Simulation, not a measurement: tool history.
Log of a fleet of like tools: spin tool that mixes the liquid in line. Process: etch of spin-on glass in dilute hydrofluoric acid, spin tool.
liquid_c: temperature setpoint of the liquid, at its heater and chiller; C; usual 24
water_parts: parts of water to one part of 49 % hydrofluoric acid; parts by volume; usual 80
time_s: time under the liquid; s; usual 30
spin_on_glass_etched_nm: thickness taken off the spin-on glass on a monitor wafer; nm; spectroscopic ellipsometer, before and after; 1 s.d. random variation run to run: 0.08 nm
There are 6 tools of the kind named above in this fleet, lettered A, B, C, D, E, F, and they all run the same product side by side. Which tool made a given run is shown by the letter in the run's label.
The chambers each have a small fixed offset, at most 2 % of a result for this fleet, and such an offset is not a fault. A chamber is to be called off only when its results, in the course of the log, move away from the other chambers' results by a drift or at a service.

run   hour  liquid_c  water_parts  time_s  read-back film thickness of the spin-on glass reference wafer, read on the same gauge (nm)  spin_on_glass_etched_nm
 1F      5        24           80      30                                                                                      89.997                   16.791
 2C    8.7        24           80      30                                                                                      90.018                   17.023
 3B   14.3        24           80      30                                                                                       89.99                   16.997
 4D   20.7        24           80      30                                                                                      90.024                   17.026
 5A   24.2        24           80      30                                                                                      90.005                   16.857
 6E   27.5        24          115      30                                                                                      89.981                   11.545
 7C   32.3        24          115      30                                                                                       89.98                    11.22
 8F   35.8        24          115      30                                                                                      89.998                   11.289
 9E   40.9        24          115      30                                                                                      90.002                    11.49
10B   45.5        24          115      30                                                                                      90.041                   11.347
11A     51        24          115      30                                                                                       89.99                   11.356
12D   56.7        24           80      30                                                                                      90.046                   17.186
13A   59.7        24           80      30                                                                                      90.037                   16.987
      65.5  -- chamber E: hydrofluoric acid flow meter replaced
14E   65.8        24           80      30                                                                                      90.012                   17.342
15B   72.3        24           80      30                                                                                      89.983                   17.061
16D   78.1        24           80      30                                                                                      90.004                   16.953
17F   82.4        24           80      30                                                                                      89.965                   16.831
18C   86.1        24           80      30                                                                                      90.014                   16.949
19A   89.7        24           80      30                                                                                      90.006                   16.817
20E   95.8        24           80      30                                                                                      90.012                   17.317
21C   99.2        24           80      30                                                                                      89.999                   17.264
22D  105.1        24           80      30                                                                                      90.018                    16.99
23B  108.8        24           80      30                                                                                      90.025                    17.12
24F  113.2        24           80      30                                                                                      89.994                   16.725
25C  119.3        24           80      30                                                                                       89.96                   17.215
26B  123.7        24           80      30                                                                                      90.005                       17
27D  128.7        24           80      30                                                                                       89.95                   17.143
28E  133.5        24           80      30                                                                                       89.99                   17.494
29F  137.9        24           80      30                                                                                      90.032                    16.72
30A  143.6        24           80      30                                                                                      90.053                   16.825
31D  149.2        24           80      30                                                                                      89.984                   16.966
32B  153.9        24           80      30                                                                                      90.009                   17.044
33E  158.3        24           80      30                                                                                      89.994                   17.347
34F  164.5        24           80      30                                                                                       89.99                   16.734
35A  167.7        24           80      30                                                                                      90.007                   16.907
36C  173.5      21.5           80      30                                                                                      90.033                   15.976
37A  178.5      21.5           80      30                                                                                      90.013                   15.375
38D  184.2      21.5           80      30                                                                                      89.998                   15.456

Is one chamber out of step, is the gauge drifting, or do the chambers differ by no more than their own small offsets? For an off chamber, give its letter and the likeliest cause.

One chamber, C, drifts off from the rest bit by bit.
Cause: hydrofluoric acid flow above the setpoint (%) = 4.7.
The log might look much the same if the cause were instead: liquid hotter than its thermometer reads (K).

Below are 4 candidate recipes for chamber C's next run, each the usual settings with a change, their results shown as question marks. Which of them brings C's results back in line with what the other chambers give on the usual settings?
To be in line, a result may differ from the other chambers' mean on the usual settings by at most: spin_on_glass_etched_nm 0.28 nm
39C-1  188.9        23           80      30                                                                                                                    ?
39C-2  188.9      23.5           80      30                                                                                                                    ?
39C-3  188.9      24.5           80      30                                                                                                                    ?
39C-4  188.9        25           80      30                                                                                                                    ?

Mean of the other chambers on the usual settings: spin_on_glass_etched_nm 17.01 nm
  run  spin_on_glass_etched_nm
39C-1                   17.068
39C-2                    17.41
39C-3                   18.112
39C-4                   18.471
Change 39C-1 lands the chamber within the allowed miss of the other chambers.

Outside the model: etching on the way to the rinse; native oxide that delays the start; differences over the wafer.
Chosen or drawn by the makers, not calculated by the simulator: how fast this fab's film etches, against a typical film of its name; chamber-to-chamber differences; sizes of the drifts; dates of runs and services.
